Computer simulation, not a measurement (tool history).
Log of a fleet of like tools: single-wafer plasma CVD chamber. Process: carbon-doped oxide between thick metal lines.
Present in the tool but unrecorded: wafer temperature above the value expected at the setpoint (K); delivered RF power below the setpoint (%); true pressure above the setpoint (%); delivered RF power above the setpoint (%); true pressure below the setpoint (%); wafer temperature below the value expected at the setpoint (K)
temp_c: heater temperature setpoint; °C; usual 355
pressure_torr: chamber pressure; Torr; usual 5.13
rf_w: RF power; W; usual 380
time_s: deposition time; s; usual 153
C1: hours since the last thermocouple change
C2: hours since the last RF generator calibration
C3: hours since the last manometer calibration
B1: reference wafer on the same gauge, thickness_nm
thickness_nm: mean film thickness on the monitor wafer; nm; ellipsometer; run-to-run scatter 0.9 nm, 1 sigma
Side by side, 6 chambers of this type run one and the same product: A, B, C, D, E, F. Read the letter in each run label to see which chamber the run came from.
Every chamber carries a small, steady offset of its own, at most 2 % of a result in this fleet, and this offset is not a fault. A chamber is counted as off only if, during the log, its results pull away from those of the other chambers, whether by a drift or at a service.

{"run": "1A", "hour": 3.9, "temp_c": 355, "pressure_torr": 5.13, "rf_w": 380, "time_s": 153, "C1": 525.9, "C2": 487.8, "C3": 200.6, "B1": 751.95, "thickness_nm": 620.54}
{"run": "2E", "hour": 9.0, "temp_c": 355, "pressure_torr": 5.13, "rf_w": 380, "time_s": 153, "C1": 2899.6, "C2": 761.7, "C3": 1044.4, "B1": 752.39, "thickness_nm": 633.4}
{"run": "3B", "hour": 14.8, "temp_c": 355, "pressure_torr": 5.13, "rf_w": 380, "time_s": 153, "C1": 1732.3, "C2": 1103.8, "C3": 736.5, "B1": 752.54, "thickness_nm": 625.76}
{"run": "4D", "hour": 21.8, "temp_c": 355, "pressure_torr": 5.13, "rf_w": 380, "time_s": 153, "C1": 329.1, "C2": 67.2, "C3": 394.9, "B1": 752.38, "thickness_nm": 633.67}
{"run": "5F", "hour": 25.4, "temp_c": 355, "pressure_torr": 5.13, "rf_w": 380, "time_s": 153, "C1": 1033.0, "C2": 929.7, "C3": 960.1, "B1": 752.39, "thickness_nm": 636.07}
{"run": "6C", "hour": 28.6, "temp_c": 349, "pressure_torr": 5.13, "rf_w": 380, "time_s": 153, "C1": 476.4, "C2": 313.9, "C3": 2363.3, "B1": 752.45, "thickness_nm": 636.01}
{"run": "7A", "hour": 34.9, "temp_c": 349, "pressure_torr": 5.13, "rf_w": 380, "time_s": 153, "C1": 556.9, "C2": 518.8, "C3": 231.6, "B1": 752.61, "thickness_nm": 631.6}
{"run": "8E", "hour": 39.3, "temp_c": 349, "pressure_torr": 5.13, "rf_w": 380, "time_s": 153, "C1": 2929.9, "C2": 792.0, "C3": 1074.7, "B1": 752.8, "thickness_nm": 640.81}
{"run": "9D", "hour": 43.5, "temp_c": 349, "pressure_torr": 5.13, "rf_w": 380, "time_s": 153, "C1": 350.8, "C2": 88.9, "C3": 416.6, "B1": 752.7, "thickness_nm": 644.17}
{"run": "10B", "hour": 48.0, "temp_c": 349, "pressure_torr": 5.13, "rf_w": 380, "time_s": 153, "C1": 1765.5, "C2": 1137.0, "C3": 769.7, "B1": 752.74, "thickness_nm": 635.2}
{"run": "11F", "hour": 52.0, "temp_c": 349, "pressure_torr": 5.13, "rf_w": 380, "time_s": 153, "C1": 1059.6, "C2": 956.3, "C3": 986.7, "B1": 753.14, "thickness_nm": 644.14}
{"run": "12C", "hour": 57.7, "temp_c": 355, "pressure_torr": 5.13, "rf_w": 380, "time_s": 153, "C1": 505.5, "C2": 343.0, "C3": 2392.4, "B1": 753.13, "thickness_nm": 627.72}
{"run": "13F", "hour": 62.1, "temp_c": 355, "pressure_torr": 5.13, "rf_w": 380, "time_s": 153, "C1": 1069.7, "C2": 966.4, "C3": 996.8, "B1": 753.08, "thickness_nm": 636.99}
{"run": "14B", "hour": 68.7, "temp_c": 355, "pressure_torr": 5.13, "rf_w": 380, "time_s": 153, "C1": 1786.2, "C2": 1157.7, "C3": 790.4, "B1": 753.19, "thickness_nm": 626.33}
{"run": "15D", "hour": 75.3, "temp_c": 355, "pressure_torr": 5.13, "rf_w": 380, "time_s": 153, "C1": 382.6, "C2": 120.7, "C3": 448.4, "B1": 753.49, "thickness_nm": 635.5}
{"run": "16E", "hour": 78.7, "temp_c": 355, "pressure_torr": 5.13, "rf_w": 380, "time_s": 153, "C1": 2969.3, "C2": 831.4, "C3": 1114.1, "B1": 753.23, "thickness_nm": 632.13}
{"run": "17C", "hour": 85.6, "temp_c": 355, "pressure_torr": 5.13, "rf_w": 380, "time_s": 153, "C1": 533.4, "C2": 370.9, "C3": 2420.3, "B1": 753.69, "thickness_nm": 628.51}
{"run": "18A", "hour": 91.4, "temp_c": 355, "pressure_torr": 5.13, "rf_w": 380, "time_s": 153, "C1": 613.4, "C2": 575.3, "C3": 288.1, "B1": 754.03, "thickness_nm": 622.5}
{"run": "19F", "hour": 97.7, "temp_c": 355, "pressure_torr": 5.13, "rf_w": 380, "time_s": 153, "C1": 1105.3, "C2": 1002.0, "C3": 1032.4, "B1": 753.47, "thickness_nm": 637.83}
{"run": "20C", "hour": 101.0, "temp_c": 355, "pressure_torr": 5.13, "rf_w": 380, "time_s": 153, "C1": 548.8, "C2": 386.3, "C3": 2435.7, "B1": 754.3, "thickness_nm": 628.33}
{"run": "21D", "hour": 108.0, "temp_c": 355, "pressure_torr": 5.13, "rf_w": 380, "time_s": 153, "C1": 415.3, "C2": 153.4, "C3": 481.1, "B1": 754.25, "thickness_nm": 636.72}
{"run": "22A", "hour": 112.5, "temp_c": 355, "pressure_torr": 5.13, "rf_w": 435, "time_s": 166, "C1": 634.5, "C2": 596.4, "C3": 309.2, "B1": 754.12, "thickness_nm": 746.36}
{"run": "23E", "hour": 117.3, "temp_c": 355, "pressure_torr": 5.13, "rf_w": 435, "time_s": 166, "C1": 3007.9, "C2": 870.0, "C3": 1152.7, "B1": 754.37, "thickness_nm": 760.17}
{"run": "24B", "hour": 123.3, "temp_c": 355, "pressure_torr": 5.13, "rf_w": 435, "time_s": 166, "C1": 1840.8, "C2": 1212.3, "C3": 845.0, "B1": 754.44, "thickness_nm": 753.03}
{"run": "25C", "hour": 129.8, "temp_c": 355, "pressure_torr": 5.13, "rf_w": 435, "time_s": 166, "C1": 577.6, "C2": 415.1, "C3": 2464.5, "B1": 754.66, "thickness_nm": 754.97}
{"run": "26F", "hour": 136.8, "temp_c": 355, "pressure_torr": 5.13, "rf_w": 435, "time_s": 166, "C1": 1144.4, "C2": 1041.1, "C3": 1071.5, "B1": 754.55, "thickness_nm": 762.22}
{"run": "27B", "hour": 142.2, "temp_c": 355, "pressure_torr": 5.13, "rf_w": 435, "time_s": 166, "C1": 1859.7, "C2": 1231.2, "C3": 863.9, "B1": 755.05, "thickness_nm": 753.34}
{"run": "28A", "hour": 149.4, "temp_c": 355, "pressure_torr": 5.13, "rf_w": 325, "time_s": 167, "C1": 671.4, "C2": 633.3, "C3": 346.1, "B1": 755.0, "thickness_nm": 603.0}
{"run": "29E", "hour": 152.7, "temp_c": 355, "pressure_torr": 5.13, "rf_w": 325, "time_s": 167, "C1": 3043.3, "C2": 905.4, "C3": 1188.1, "B1": 755.21, "thickness_nm": 611.73}
{"run": "30D", "hour": 157.6, "temp_c": 355, "pressure_torr": 5.13, "rf_w": 325, "time_s": 167, "C1": 464.9, "C2": 203.0, "C3": 530.7, "B1": 755.01, "thickness_nm": 616.83}
{"run": "31A", "hour": 165.0, "temp_c": 355, "pressure_torr": 5.13, "rf_w": 325, "time_s": 167, "C1": 687.0, "C2": 648.9, "C3": 361.7, "B1": 755.26, "thickness_nm": 602.12}
{"run": "32D", "hour": 170.6, "temp_c": 355, "pressure_torr": 5.13, "rf_w": 325, "time_s": 167, "C1": 477.9, "C2": 216.0, "C3": 543.7, "B1": 755.31, "thickness_nm": 617.21}
{"run": "33F", "hour": 176.9, "temp_c": 355, "pressure_torr": 5.13, "rf_w": 325, "time_s": 167, "C1": 1184.5, "C2": 1081.2, "C3": 1111.6, "B1": 755.44, "thickness_nm": 619.56}
{"run": "34E", "hour": 181.9, "temp_c": 355, "pressure_torr": 5.13, "rf_w": 380, "time_s": 153, "C1": 3072.5, "C2": 934.6, "C3": 1217.3, "B1": 755.73, "thickness_nm": 635.29}
{"run": "35C", "hour": 188.8, "temp_c": 355, "pressure_torr": 5.13, "rf_w": 380, "time_s": 153, "C1": 636.6, "C2": 474.1, "C3": 2523.5, "B1": 755.54, "thickness_nm": 630.1}
{"run": "36B", "hour": 192.9, "temp_c": 355, "pressure_torr": 5.13, "rf_w": 380, "time_s": 153, "C1": 1910.4, "C2": 1281.9, "C3": 914.6, "B1": 755.97, "thickness_nm": 628.62}
{"run": "37B", "hour": 197.4, "temp_c": 355, "pressure_torr": 5.13, "rf_w": 380, "time_s": 153, "C1": 1914.9, "C2": 1286.4, "C3": 919.1, "B1": 756.02, "thickness_nm": 627.13}
{"run": "38A", "hour": 204.1, "temp_c": 355, "pressure_torr": 5.13, "rf_w": 380, "time_s": 153, "C1": 726.1, "C2": 688.0, "C3": 400.8, "B1": 756.15, "thickness_nm": 625.02}
{"run": "39D", "hour": 209.7, "temp_c": 355, "pressure_torr": 5.13, "rf_w": 380, "time_s": 153, "C1": 517.0, "C2": 255.1, "C3": 582.8, "B1": 756.24, "thickness_nm": 638.36}
{"run": "40F", "hour": 215.9, "temp_c": 355, "pressure_torr": 5.13, "rf_w": 380, "time_s": 153, "C1": 1223.5, "C2": 1120.2, "C3": 1150.6, "B1": 756.18, "thickness_nm": 638.67}

Is one chamber off against the others, does the gauge drift, or is nothing wrong? If a chamber is off, say which, and what the likeliest cause is.

None of the chambers is off. What moves is the gauge, dragging all their readings along together.
What lies behind it: gauge reads high (%) = 0.582.

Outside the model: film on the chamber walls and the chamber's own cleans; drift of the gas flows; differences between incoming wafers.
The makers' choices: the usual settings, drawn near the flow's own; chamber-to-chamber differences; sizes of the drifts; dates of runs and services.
